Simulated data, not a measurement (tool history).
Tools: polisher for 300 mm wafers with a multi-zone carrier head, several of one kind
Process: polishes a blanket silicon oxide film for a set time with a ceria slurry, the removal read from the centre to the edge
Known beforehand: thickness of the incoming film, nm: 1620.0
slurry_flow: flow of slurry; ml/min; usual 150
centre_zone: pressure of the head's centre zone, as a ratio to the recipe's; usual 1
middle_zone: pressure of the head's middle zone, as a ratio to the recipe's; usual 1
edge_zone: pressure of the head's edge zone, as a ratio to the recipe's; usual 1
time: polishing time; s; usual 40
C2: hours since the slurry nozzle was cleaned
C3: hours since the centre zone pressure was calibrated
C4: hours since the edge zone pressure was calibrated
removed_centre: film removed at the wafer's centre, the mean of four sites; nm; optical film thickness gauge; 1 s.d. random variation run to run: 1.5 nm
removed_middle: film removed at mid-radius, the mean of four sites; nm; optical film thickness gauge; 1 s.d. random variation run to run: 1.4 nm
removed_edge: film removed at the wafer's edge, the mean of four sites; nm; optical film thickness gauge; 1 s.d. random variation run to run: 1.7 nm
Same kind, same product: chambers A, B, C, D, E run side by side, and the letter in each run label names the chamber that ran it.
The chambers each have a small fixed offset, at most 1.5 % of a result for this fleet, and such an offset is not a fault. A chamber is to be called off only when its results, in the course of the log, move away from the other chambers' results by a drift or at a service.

{"run": "1B", "hour": 9.8, "slurry_flow": 150, "centre_zone": 1, "middle_zone": 1, "edge_zone": 1, "time": 40, "wafers polished on this pad": 613, "C2": 540, "C3": 352.3, "C4": 999.9, "removed_centre": 220.8, "removed_middle": 221.8, "removed_edge": 215.95}
{"hour": 13.0, "done": "chamber E: worn pad replaced by a new one"}
{"run": "2A", "hour": 16.6, "slurry_flow": 150, "centre_zone": 1, "middle_zone": 1, "edge_zone": 1, "time": 40, "wafers polished on this pad": 333, "C2": 48.8, "C3": 920.4, "C4": 295.4, "removed_centre": 216.05, "removed_middle": 218.96, "removed_edge": 215.68}
{"run": "3C", "hour": 22.1, "slurry_flow": 150, "centre_zone": 1, "middle_zone": 1, "edge_zone": 1, "time": 40, "wafers polished on this pad": 809, "C2": 493.5, "C3": 346.6, "C4": 390.7, "removed_centre": 217.39, "removed_middle": 223.47, "removed_edge": 219.83}
{"hour": 24.6, "done": "chamber A: centre zone pressure recalibrated"}
{"run": "4E", "hour": 26.9, "slurry_flow": 150, "centre_zone": 1, "middle_zone": 1, "edge_zone": 1, "time": 40, "wafers polished on this pad": 256, "C2": 256.7, "C3": 436.9, "C4": 1195.2, "removed_centre": 217.99, "removed_middle": 219.64, "removed_edge": 222.09}
{"hour": 28.7, "done": "chamber E: slurry nozzle cleaned"}
{"hour": 30.9, "done": "chamber D: worn pad replaced by a new one"}
{"run": "5D", "hour": 35.4, "slurry_flow": 150, "centre_zone": 1, "middle_zone": 1, "edge_zone": 1, "time": 40, "wafers polished on this pad": 84, "C2": 133, "C3": 748.4, "C4": 434.1, "removed_centre": 220.39, "removed_middle": 222.07, "removed_edge": 221.53}
{"run": "6A", "hour": 44.0, "slurry_flow": 150, "centre_zone": 1, "middle_zone": 1, "edge_zone": 1, "time": 40, "wafers polished on this pad": 839, "C2": 76.2, "C3": 19.4, "C4": 322.8, "removed_centre": 217.4, "removed_middle": 219.69, "removed_edge": 221.14}
{"hour": 49.5, "done": "chamber E: centre zone pressure recalibrated"}
{"run": "7C", "hour": 51.9, "slurry_flow": 150, "centre_zone": 1, "middle_zone": 1, "edge_zone": 1, "time": 40, "wafers polished on this pad": 1359, "C2": 523.3, "C3": 376.4, "C4": 420.5, "removed_centre": 220.69, "removed_middle": 219.2, "removed_edge": 223.65}
{"hour": 55.8, "done": "chamber C: worn pad replaced by a new one"}
{"run": "8E", "hour": 58.7, "slurry_flow": 150, "centre_zone": 0.93, "middle_zone": 1, "edge_zone": 1, "time": 40, "wafers polished on this pad": 844, "C2": 30, "C3": 9.3, "C4": 1227, "removed_centre": 201.97, "removed_middle": 218.75, "removed_edge": 219.24}
{"run": "9B", "hour": 67.4, "slurry_flow": 150, "centre_zone": 0.93, "middle_zone": 1, "edge_zone": 1, "time": 40, "wafers polished on this pad": 1677, "C2": 597.6, "C3": 409.9, "C4": 1057.5, "removed_centre": 203.01, "removed_middle": 223.2, "removed_edge": 221.62}
{"hour": 72.0, "done": "chamber B: edge zone pressure recalibrated"}
{"run": "10D", "hour": 76.4, "slurry_flow": 150, "centre_zone": 0.93, "middle_zone": 1, "edge_zone": 1, "time": 40, "wafers polished on this pad": 841, "C2": 174, "C3": 789.4, "C4": 475.1, "removed_centre": 203.12, "removed_middle": 222.31, "removed_edge": 214.63}
{"hour": 77.6, "done": "chamber A: worn pad replaced by a new one"}
{"hour": 84.0, "done": "chamber E: worn pad replaced by a new one"}
{"run": "11C", "hour": 84.0, "slurry_flow": 150, "centre_zone": 0.93, "middle_zone": 1, "edge_zone": 1, "time": 40, "wafers polished on this pad": 522, "C2": 555.4, "C3": 408.5, "C4": 452.6, "removed_centre": 207.03, "removed_middle": 221.09, "removed_edge": 218.44}
{"run": "12A", "hour": 88.7, "slurry_flow": 150, "centre_zone": 0.93, "middle_zone": 1, "edge_zone": 1, "time": 40, "wafers polished on this pad": 206, "C2": 120.9, "C3": 64.1, "C4": 367.5, "removed_centre": 201.43, "removed_middle": 221.84, "removed_edge": 222.48}
{"run": "13B", "hour": 93.7, "slurry_flow": 150, "centre_zone": 1, "middle_zone": 1, "edge_zone": 1, "time": 40, "wafers polished on this pad": 2163, "C2": 623.9, "C3": 436.2, "C4": 21.8, "removed_centre": 219.47, "removed_middle": 220.71, "removed_edge": 220.87}
{"run": "14E", "hour": 100.9, "slurry_flow": 150, "centre_zone": 1, "middle_zone": 1, "edge_zone": 1, "time": 40, "wafers polished on this pad": 313, "C2": 72.2, "C3": 51.5, "C4": 1269.2, "removed_centre": 217.24, "removed_middle": 218.64, "removed_edge": 222.08}
{"hour": 108.1, "done": "chamber D: worn pad replaced by a new one"}
{"run": "15D", "hour": 109.4, "slurry_flow": 150, "centre_zone": 1, "middle_zone": 1, "edge_zone": 1, "time": 40, "wafers polished on this pad": 25, "C2": 207, "C3": 822.4, "C4": 508.1, "removed_centre": 216.55, "removed_middle": 220.96, "removed_edge": 220.34}
{"hour": 114.1, "done": "chamber B: slurry nozzle cleaned"}
{"run": "16D", "hour": 118.3, "slurry_flow": 150, "centre_zone": 1, "middle_zone": 1, "edge_zone": 1, "time": 40, "wafers polished on this pad": 190, "C2": 215.9, "C3": 831.3, "C4": 517, "removed_centre": 217.2, "removed_middle": 224.03, "removed_edge": 217.02}
{"run": "17B", "hour": 123.1, "slurry_flow": 150, "centre_zone": 1, "middle_zone": 1, "edge_zone": 1, "time": 40, "wafers polished on this pad": 2706, "C2": 9, "C3": 465.6, "C4": 51.2, "removed_centre": 215.65, "removed_middle": 217.27, "removed_edge": 217.59}
{"hour": 128.2, "done": "chamber C: worn pad replaced by a new one"}
{"run": "18C", "hour": 129.8, "slurry_flow": 150, "centre_zone": 1, "middle_zone": 1, "edge_zone": 1, "time": 40, "wafers polished on this pad": 29, "C2": 601.2, "C3": 454.3, "C4": 498.4, "removed_centre": 220.29, "removed_middle": 220.88, "removed_edge": 219.13}
{"run": "19A", "hour": 135.3, "slurry_flow": 150, "centre_zone": 1, "middle_zone": 1, "edge_zone": 1, "time": 40, "wafers polished on this pad": 1066, "C2": 167.5, "C3": 110.7, "C4": 414.1, "removed_centre": 218.37, "removed_middle": 219.2, "removed_edge": 215.54}
{"run": "20E", "hour": 142.0, "slurry_flow": 150, "centre_zone": 1, "middle_zone": 1, "edge_zone": 1, "time": 40, "wafers polished on this pad": 1073, "C2": 113.3, "C3": 92.6, "C4": 1310.3, "removed_centre": 219.14, "removed_middle": 219.39, "removed_edge": 221.85}
{"run": "21B", "hour": 148.5, "slurry_flow": 150, "centre_zone": 1, "middle_zone": 1, "edge_zone": 1, "time": 40, "wafers polished on this pad": 3175, "C2": 34.4, "C3": 491, "C4": 76.6, "removed_centre": 214.25, "removed_middle": 217.52, "removed_edge": 216.48}
{"hour": 149.6, "done": "chamber E: worn pad replaced by a new one"}
{"hour": 155.5, "done": "chamber A: worn pad replaced by a new one"}
{"run": "22D", "hour": 156.4, "slurry_flow": 150, "centre_zone": 1, "middle_zone": 1, "edge_zone": 1, "time": 40, "wafers polished on this pad": 893, "C2": 254, "C3": 869.4, "C4": 555.1, "removed_centre": 219.54, "removed_middle": 220.09, "removed_edge": 217.47}
{"run": "23A", "hour": 166.5, "slurry_flow": 150, "centre_zone": 1, "middle_zone": 1, "edge_zone": 1, "time": 40, "wafers polished on this pad": 203, "C2": 198.7, "C3": 141.9, "C4": 445.3, "removed_centre": 216.91, "removed_middle": 218.38, "removed_edge": 223.17}
{"run": "24E", "hour": 176.3, "slurry_flow": 150, "centre_zone": 1, "middle_zone": 1, "edge_zone": 1, "time": 40, "wafers polished on this pad": 493, "C2": 147.6, "C3": 126.9, "C4": 1344.6, "removed_centre": 216.88, "removed_middle": 221.16, "removed_edge": 221.04}
{"run": "25C", "hour": 182.3, "slurry_flow": 150, "centre_zone": 1, "middle_zone": 1, "edge_zone": 1, "time": 40, "wafers polished on this pad": 999, "C2": 653.7, "C3": 506.8, "C4": 550.9, "removed_centre": 217.63, "removed_middle": 218.8, "removed_edge": 220.44}
{"hour": 183.7, "done": "chamber D: worn pad replaced by a new one"}
{"run": "26D", "hour": 187.0, "slurry_flow": 150, "centre_zone": 1, "middle_zone": 1, "edge_zone": 0.91, "time": 40, "wafers polished on this pad": 61, "C2": 284.6, "C3": 900, "C4": 585.7, "removed_centre": 219.95, "removed_middle": 220.93, "removed_edge": 210.82}
{"hour": 187.6, "done": "chamber C: worn pad replaced by a new one"}
{"run": "27B", "hour": 192.1, "slurry_flow": 150, "centre_zone": 1, "middle_zone": 1, "edge_zone": 0.91, "time": 40, "wafers polished on this pad": 3980, "C2": 78, "C3": 534.6, "C4": 120.2, "removed_centre": 213.1, "removed_middle": 216.55, "removed_edge": 204.19}
{"run": "28C", "hour": 202.4, "slurry_flow": 150, "centre_zone": 1, "middle_zone": 1, "edge_zone": 0.91, "time": 40, "wafers polished on this pad": 274, "C2": 673.8, "C3": 526.9, "C4": 571, "removed_centre": 220.12, "removed_middle": 221.33, "removed_edge": 210.4}
{"run": "29E", "hour": 210.7, "slurry_flow": 150, "centre_zone": 1, "middle_zone": 1, "edge_zone": 0.91, "time": 40, "wafers polished on this pad": 1129, "C2": 182, "C3": 161.3, "C4": 1379, "removed_centre": 217.23, "removed_middle": 218.48, "removed_edge": 209.09}
{"hour": 213.9, "done": "chamber E: worn pad replaced by a new one"}
{"run": "30A", "hour": 221.1, "slurry_flow": 150, "centre_zone": 1, "middle_zone": 1, "edge_zone": 0.91, "time": 40, "wafers polished on this pad": 1212, "C2": 253.3, "C3": 196.5, "C4": 499.9, "removed_centre": 217.44, "removed_middle": 220.32, "removed_edge": 209.45}
{"hour": 225.6, "done": "chamber A: worn pad replaced by a new one"}
{"run": "31E", "hour": 231.6, "slurry_flow": 150, "centre_zone": 1, "middle_zone": 1, "edge_zone": 1, "time": 40, "wafers polished on this pad": 327, "C2": 202.9, "C3": 182.2, "C4": 1399.9, "removed_centre": 220.07, "removed_middle": 222.22, "removed_edge": 219.5}
{"run": "32A", "hour": 241.1, "slurry_flow": 150, "centre_zone": 1, "middle_zone": 1, "edge_zone": 1, "time": 40, "wafers polished on this pad": 288, "C2": 273.3, "C3": 216.5, "C4": 519.9, "removed_centre": 217.77, "removed_middle": 220.49, "removed_edge": 218.22}
{"hour": 247.3, "done": "chamber C: slurry nozzle cleaned"}
{"run": "33C", "hour": 248.6, "slurry_flow": 150, "centre_zone": 1, "middle_zone": 1, "edge_zone": 1, "time": 40, "wafers polished on this pad": 1128, "C2": 1.3, "C3": 573.1, "C4": 617.2, "removed_centre": 219.55, "removed_middle": 220.49, "removed_edge": 219.73}
{"hour": 251.8, "done": "chamber C: worn pad replaced by a new one"}
{"run": "34B", "hour": 259.5, "slurry_flow": 150, "centre_zone": 1, "middle_zone": 1, "edge_zone": 1, "time": 40, "wafers polished on this pad": 5225, "C2": 145.4, "C3": 602, "C4": 187.6, "removed_centre": 205.89, "removed_middle": 210.84, "removed_edge": 207.71}
{"hour": 263.6, "done": "chamber D: worn pad replaced by a new one"}
{"run": "35D", "hour": 270.0, "slurry_flow": 150, "centre_zone": 1, "middle_zone": 1, "edge_zone": 1, "time": 40, "wafers polished on this pad": 119, "C2": 367.6, "C3": 983, "C4": 668.7, "removed_centre": 219.97, "removed_middle": 220.26, "removed_edge": 217.84}
{"run": "36D", "hour": 278.7, "slurry_flow": 150, "centre_zone": 1, "middle_zone": 1, "edge_zone": 1, "time": 40, "wafers polished on this pad": 280, "C2": 376.3, "C3": 991.7, "C4": 677.4, "removed_centre": 221.75, "removed_middle": 218.2, "removed_edge": 218.59}
{"hour": 285.9, "done": "chamber A: worn pad replaced by a new one"}
{"hour": 286.9, "done": "chamber E: slurry nozzle cleaned"}
{"hour": 288.5, "done": "chamber E: worn pad replaced by a new one"}
{"run": "37A", "hour": 289.0, "slurry_flow": 150, "centre_zone": 1, "middle_zone": 1.09, "edge_zone": 1, "time": 40, "wafers polished on this pad": 58, "C2": 321.2, "C3": 264.4, "C4": 567.8, "removed_centre": 217.54, "removed_middle": 237.93, "removed_edge": 219.43}
{"run": "38C", "hour": 296.7, "slurry_flow": 150, "centre_zone": 1, "middle_zone": 1.09, "edge_zone": 1, "time": 40, "wafers polished on this pad": 830, "C2": 49.4, "C3": 621.2, "C4": 665.3, "removed_centre": 220.32, "removed_middle": 237.73, "removed_edge": 217.11}
{"run": "39E", "hour": 304.7, "slurry_flow": 150, "centre_zone": 1, "middle_zone": 1.09, "edge_zone": 1, "time": 40, "wafers polished on this pad": 300, "C2": 17.8, "C3": 255.3, "C4": 1473, "removed_centre": 217.89, "removed_middle": 234.23, "removed_edge": 218.62}
{"run": "40B", "hour": 311.7, "slurry_flow": 150, "centre_zone": 1, "middle_zone": 1.09, "edge_zone": 1, "time": 40, "wafers polished on this pad": 6190, "C2": 197.6, "C3": 654.2, "C4": 239.8, "removed_centre": 203.86, "removed_middle": 222.53, "removed_edge": 204.48}
{"run": "41E", "hour": 320.1, "slurry_flow": 150, "centre_zone": 1, "middle_zone": 1.09, "edge_zone": 1, "time": 40, "wafers polished on this pad": 584, "C2": 33.2, "C3": 270.7, "C4": 1488.4, "removed_centre": 220.01, "removed_middle": 234.69, "removed_edge": 218.24}
{"hour": 320.4, "done": "chamber D: edge zone pressure recalibrated"}
{"hour": 323.3, "done": "chamber D: centre zone pressure recalibrated"}
{"hour": 326.2, "done": "chamber C: worn pad replaced by a new one"}
{"run": "42D", "hour": 331.0, "slurry_flow": 150, "centre_zone": 1, "middle_zone": 1, "edge_zone": 1, "time": 40, "wafers polished on this pad": 1246, "C2": 428.6, "C3": 7.8, "C4": 10.6, "removed_centre": 218.59, "removed_middle": 218.3, "removed_edge": 218.95}
{"run": "43C", "hour": 337.6, "slurry_flow": 150, "centre_zone": 1, "middle_zone": 1, "edge_zone": 1, "time": 40, "wafers polished on this pad": 211, "C2": 90.3, "C3": 662.1, "C4": 706.2, "removed_centre": 220.14, "removed_middle": 221.27, "removed_edge": 221.56}
{"run": "44B", "hour": 345.4, "slurry_flow": 150, "centre_zone": 1, "middle_zone": 1, "edge_zone": 1, "time": 40, "wafers polished on this pad": 6812, "C2": 231.3, "C3": 687.9, "C4": 273.5, "removed_centre": 200.72, "removed_middle": 204.95, "removed_edge": 200.16}

One chamber off, gauge drift, or nothing amiss beyond the chambers' own small offsets? If it is a chamber, which one, and what is the likeliest cause?

One chamber, B, drifts off from the rest bit by bit.
Most likely cause: removal rate lost through wear of the pad, % = 8.48.

Below are 4 candidate recipes for chamber B's next run, each the usual settings with a change, their results shown as question marks. Which of them brings B's results back in line with what the other chambers give on the usual settings?
Counts as in line when no further than this from what the other chambers average on the usual settings: removed_centre 5.2 nm; removed_middle 4.8 nm; removed_edge 6.1 nm
{"run": "45B-1", "hour": 353.2, "slurry_flow": 150, "centre_zone": 1, "middle_zone": 1.01, "edge_zone": 0.99, "time": 35, "removed_centre": "?", "removed_middle": "?", "removed_edge": "?"}
{"run": "45B-2", "hour": 353.2, "slurry_flow": 150, "centre_zone": 1.01, "middle_zone": 0.99, "edge_zone": 1.01, "time": 45, "removed_centre": "?", "removed_middle": "?", "removed_edge": "?"}
{"run": "45B-3", "hour": 353.2, "slurry_flow": 150, "centre_zone": 1, "middle_zone": 1, "edge_zone": 1, "time": 43, "removed_centre": "?", "removed_middle": "?", "removed_edge": "?"}
{"run": "45B-4", "hour": 353.2, "slurry_flow": 150, "centre_zone": 1, "middle_zone": 1.01, "edge_zone": 0.99, "time": 37, "removed_centre": "?", "removed_middle": "?", "removed_edge": "?"}

The mean the other chambers reach with the usual settings: removed_centre 218.18 nm; removed_middle 219.68 nm; removed_edge 219.27 nm
run=45B-1 removed_centre=175.45 removed_middle=180.72 removed_edge=175.21
run=45B-2 removed_centre=228.04 removed_middle=228.05 removed_edge=227.72
run=45B-3 removed_centre=215.54 removed_middle=219.98 removed_edge=216.43
run=45B-4 removed_centre=185.48 removed_middle=191.05 removed_edge=185.23
The right change is 45B-3: it brings the chamber back within the allowed miss of the others.
